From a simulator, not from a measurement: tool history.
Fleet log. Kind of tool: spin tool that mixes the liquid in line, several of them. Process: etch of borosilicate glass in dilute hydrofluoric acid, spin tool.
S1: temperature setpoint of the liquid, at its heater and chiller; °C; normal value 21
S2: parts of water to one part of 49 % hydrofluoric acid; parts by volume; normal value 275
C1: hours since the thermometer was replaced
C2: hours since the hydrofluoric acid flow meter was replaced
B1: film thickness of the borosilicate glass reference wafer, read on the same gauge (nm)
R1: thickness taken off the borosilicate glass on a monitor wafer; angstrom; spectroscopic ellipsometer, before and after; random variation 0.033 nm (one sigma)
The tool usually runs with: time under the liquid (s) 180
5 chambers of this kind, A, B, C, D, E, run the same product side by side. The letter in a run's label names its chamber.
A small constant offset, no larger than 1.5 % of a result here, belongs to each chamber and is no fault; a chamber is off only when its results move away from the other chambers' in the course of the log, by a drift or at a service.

Run 1D, hour 6.9: usual settings; C1 1245.5; C2 1078.1; B1 40.027. Result: R1 90.267 angstrom.
Run 2A, hour 15.6: usual settings; C1 1001.8; C2 857.9; B1 40.013. Result: R1 90.181 angstrom.
Run 3E, hour 23: usual settings; C1 1185; C2 522.9; B1 40.022. Result: R1 89.833 angstrom.
Run 4B, hour 30.3: usual settings; C1 1159; C2 293.6; B1 40.004. Result: R1 89.069 angstrom.
Run 5C, hour 38.6: usual settings; C1 183.4; C2 716.6; B1 39.984. Result: R1 89.46 angstrom.
At hour 42.1: chamber E: hydrofluoric acid flow meter replaced.
Run 6C, hour 48.8: usual settings; C1 193.6; C2 726.8; B1 39.988. Result: R1 89.022 angstrom.
Run 7E, hour 61.3: usual settings; C1 1223.3; C2 19.2; B1 40.009. Result: R1 89.974 angstrom.
Run 8B, hour 74.8: usual settings; C1 1203.5; C2 338.1; B1 40.033. Result: R1 89.868 angstrom.
Run 9A, hour 82.1: usual settings; C1 1068.3; C2 924.4; B1 40.007. Result: R1 89.162 angstrom.
Run 10D, hour 89.1: usual settings but S1 24 °C; C1 1327.7; C2 1160.3; B1 40.028. Result: R1 101.09 angstrom.
At hour 89.7: chamber D: thermometer replaced.
Run 11D, hour 95.2: usual settings but S1 24 °C; C1 5.5; C2 1166.4; B1 40.005. Result: R1 100.71 angstrom.
Run 12E, hour 107: usual settings but S1 24 °C; C1 1269; C2 64.9; B1 40.002. Result: R1 100.37 angstrom.
Run 13C, hour 115.5: usual settings but S1 24 °C; C1 260.3; C2 793.5; B1 40.009. Result: R1 98.737 angstrom.
Run 14B, hour 122.1: usual settings but S1 24 °C; C1 1250.8; C2 385.4; B1 40.007. Result: R1 99.662 angstrom.
Run 15A, hour 133.5: usual settings; C1 1119.7; C2 975.8; B1 40.037. Result: R1 89.073 angstrom.
Run 16C, hour 139.4: usual settings; C1 284.2; C2 817.4; B1 39.979. Result: R1 88.839 angstrom.
Run 17B, hour 147.5: usual settings; C1 1276.2; C2 410.8; B1 40.008. Result: R1 89.598 angstrom.
Run 18E, hour 158.5: usual settings; C1 1320.5; C2 116.4; B1 39.997. Result: R1 90.103 angstrom.
Run 19D, hour 164.8: usual settings; C1 75.1; C2 1236; B1 39.981. Result: R1 90.825 angstrom.
Run 20A, hour 174.2: usual settings; C1 1160.4; C2 1016.5; B1 40.008. Result: R1 89.443 angstrom.
Run 21D, hour 181.8: usual settings but S2 185 parts by volume, time under the liquid (s) 135; C1 92.1; C2 1253; B1 40.024. Result: R1 110.98 angstrom.
Run 22B, hour 188.9: usual settings but S2 185 parts by volume, time under the liquid (s) 135; C1 1317.6; C2 452.2; B1 40.021. Result: R1 107.91 angstrom.
Run 23C, hour 198.5: usual settings but S2 185 parts by volume, time under the liquid (s) 135; C1 343.3; C2 876.5; B1 39.983. Result: R1 106.34 angstrom.
Run 24A, hour 208.9: usual settings but S2 185 parts by volume, time under the liquid (s) 135; C1 1195.1; C2 1051.2; B1 40.003. Result: R1 108.1 angstrom.
Run 25E, hour 217: usual settings but S2 185 parts by volume, time under the liquid (s) 135; C1 1379; C2 174.9; B1 40.007. Result: R1 109.65 angstrom.
Run 26C, hour 224.9: usual settings; C1 369.7; C2 902.9; B1 39.999. Result: R1 87.339 angstrom.
Run 27A, hour 231.4: usual settings; C1 1217.6; C2 1073.7; B1 40.026. Result: R1 89.118 angstrom.
Run 28D, hour 237.9: usual settings; C1 148.2; C2 1309.1; B1 39.997. Result: R1 91.539 angstrom.
Run 29E, hour 250.3: usual settings; C1 1412.3; C2 208.2; B1 40. Result: R1 88.882 angstrom.
Run 30B, hour 258.9: usual settings; C1 1387.6; C2 522.2; B1 39.988. Result: R1 89.12 angstrom.
Run 31B, hour 268.4: usual settings; C1 1397.1; C2 531.7; B1 40.016. Result: R1 88.954 angstrom.
Run 32D, hour 281.3: usual settings; C1 191.6; C2 1352.5; B1 39.997. Result: R1 90.817 angstrom.
Run 33C, hour 288.1: usual settings; C1 432.9; C2 966.1; B1 39.965. Result: R1 86.332 angstrom.
Run 34A, hour 301.5: usual settings; C1 1287.7; C2 1143.8; B1 40.012. Result: R1 89.132 angstrom.
Run 35E, hour 313.6: usual settings; C1 1475.6; C2 271.5; B1 39.983. Result: R1 90.153 angstrom.

One chamber off, gauge drift, or nothing amiss beyond the chambers' own small offsets? If it is a chamber, which one, and what is the likeliest cause?

Chamber C drifts away from the others.
Most likely cause: hydrofluoric acid flow below the setpoint (%) = 3.68.
With only this log, it may be confused with: liquid colder than its thermometer reads (K).

Which of the 4 candidates below, each the usual settings with something changed and its results left as question marks, puts chamber C back in line with what the other chambers give on the usual settings?
Maximum distance from the other chambers' mean on the usual settings for a result to count as in line: R1 1.1 angstrom
Run 36C-1, hour 323.3: usual settings but S2 280 parts by volume. Result: R1 ?.
Run 36C-2, hour 323.3: usual settings but S1 21.5 °C. Result: R1 ?.
Run 36C-3, hour 323.3: usual settings but S2 285 parts by volume. Result: R1 ?.
Run 36C-4, hour 323.3: usual settings but S2 265 parts by volume. Result: R1 ?.

Mean of the other chambers on the usual settings: R1 89.832 angstrom
  run      R1
36C-1  83.874
36C-2  87.381
36C-3  82.004
36C-4  89.926
36C-4 is the one that brings the chamber's results back in line with the other chambers.
